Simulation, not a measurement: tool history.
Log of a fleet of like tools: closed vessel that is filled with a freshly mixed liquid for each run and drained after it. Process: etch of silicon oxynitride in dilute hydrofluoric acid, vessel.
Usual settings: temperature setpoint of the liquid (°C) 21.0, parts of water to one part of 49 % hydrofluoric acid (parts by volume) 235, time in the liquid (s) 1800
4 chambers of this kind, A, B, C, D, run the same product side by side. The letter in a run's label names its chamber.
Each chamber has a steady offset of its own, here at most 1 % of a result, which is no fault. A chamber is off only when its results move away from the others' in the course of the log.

run	hour	temperature setpoint of the liquid (°C)	parts of water to one part of 49 % hydrofluoric acid (parts by volume)	time in the liquid (s)	hours since the thermometer was replaced	hours since the hydrofluoric acid flow meter was replaced	read-back film thickness of the silicon oxynitride reference wafer, read on the same gauge (nm)	thickness taken off the silicon oxynitride on a monitor wafer (Å)
# hour 1.4: chamber D: thermometer replaced
1A	6.5	21.0	235	1800	267.2	24.2	130.01	290.24
2D	11.0	21.0	235	1800	9.6	478.2	130.06	286.25
3C	15.5	21.0	235	1800	111.7	1123.8	130.01	289.27
4B	21.9	21.0	235	1800	1520.1	498.2	130.01	287.85
5C	26.6	21.0	235	1800	122.8	1134.9	129.99	288.02
6D	32.7	21.0	235	1800	31.3	499.9	130.00	285.03
7B	37.1	21.0	235	1800	1535.3	513.4	130.02	287.01
8A	41.1	21.0	235	1800	301.8	58.8	130.06	289.29
9C	46.3	23.0	235	2645	142.5	1154.6	130.05	462.71
10B	53.0	23.0	235	2645	1551.2	529.3	129.99	457.59
11A	57.4	23.0	235	2645	318.1	75.1	129.95	465.18
12D	64.2	23.0	235	2645	62.8	531.4	129.95	458.60
13D	67.4	21.0	235	1800	66.0	534.6	130.01	286.32
14A	71.5	17.0	325	1800	332.2	89.2	129.97	163.20
15C	76.9	17.0	325	1800	173.1	1185.2	130.02	166.96
16B	82.6	17.0	325	1800	1580.8	558.9	130.00	159.96
17A	85.8	17.0	325	1800	346.5	103.5	130.04	164.45
18B	89.4	21.0	235	1800	1587.6	565.7	130.02	277.08
19C	93.3	21.0	235	1800	189.5	1201.6	130.06	290.25
20D	99.5	21.0	235	1800	98.1	566.7	130.03	285.62
21B	103.0	21.0	235	1800	1601.2	579.3	130.00	275.30
22C	106.5	21.0	235	1800	202.7	1214.8	129.96	289.13
23A	111.5	23.5	235	1800	372.2	129.2	129.93	323.65
# hour 114.0: chamber B: thermometer replaced
24D	115.7	23.5	235	1800	114.3	582.9	129.99	320.59
25C	118.7	23.5	235	1800	214.9	1227.0	129.95	324.87
26D	125.3	23.5	235	1800	123.9	592.5	130.00	319.59
27B	128.3	21.0	235	1800	14.3	604.6	130.03	271.54
28A	131.3	21.0	235	1800	392.0	149.0	130.02	288.11

Is one chamber off against the others, does the gauge drift, or is nothing wrong? If a chamber is off, say which, and what the likeliest cause is.

Chamber B drifts away from the others.
Cause: hydrofluoric acid flow below the setpoint (%) = 4.83.

Here are 4 candidates for chamber B's next run, each the usual settings with a change, their results left as question marks. Which one brings its results back in line with what the others give on the usual settings?
In line means no further than this from the other chambers' mean on the usual settings: thickness taken off the silicon oxynitride on a monitor wafer (Å) 3.90
29B-1	136.2	21.0	240	1740				?
29B-2	136.2	21.0	260	1800				?
29B-3	136.2	21.5	215	1800				?
29B-4	136.2	21.0	230	1860				?

The other chambers' mean on the usual settings: thickness taken off the silicon oxynitride on a monitor wafer (Å) 288.56
run	thickness taken off the silicon oxynitride on a monitor wafer (Å)
29B-1	255.85
29B-2	240.73
29B-3	308.05
29B-4	287.56
29B-4 brings the chamber back in line.
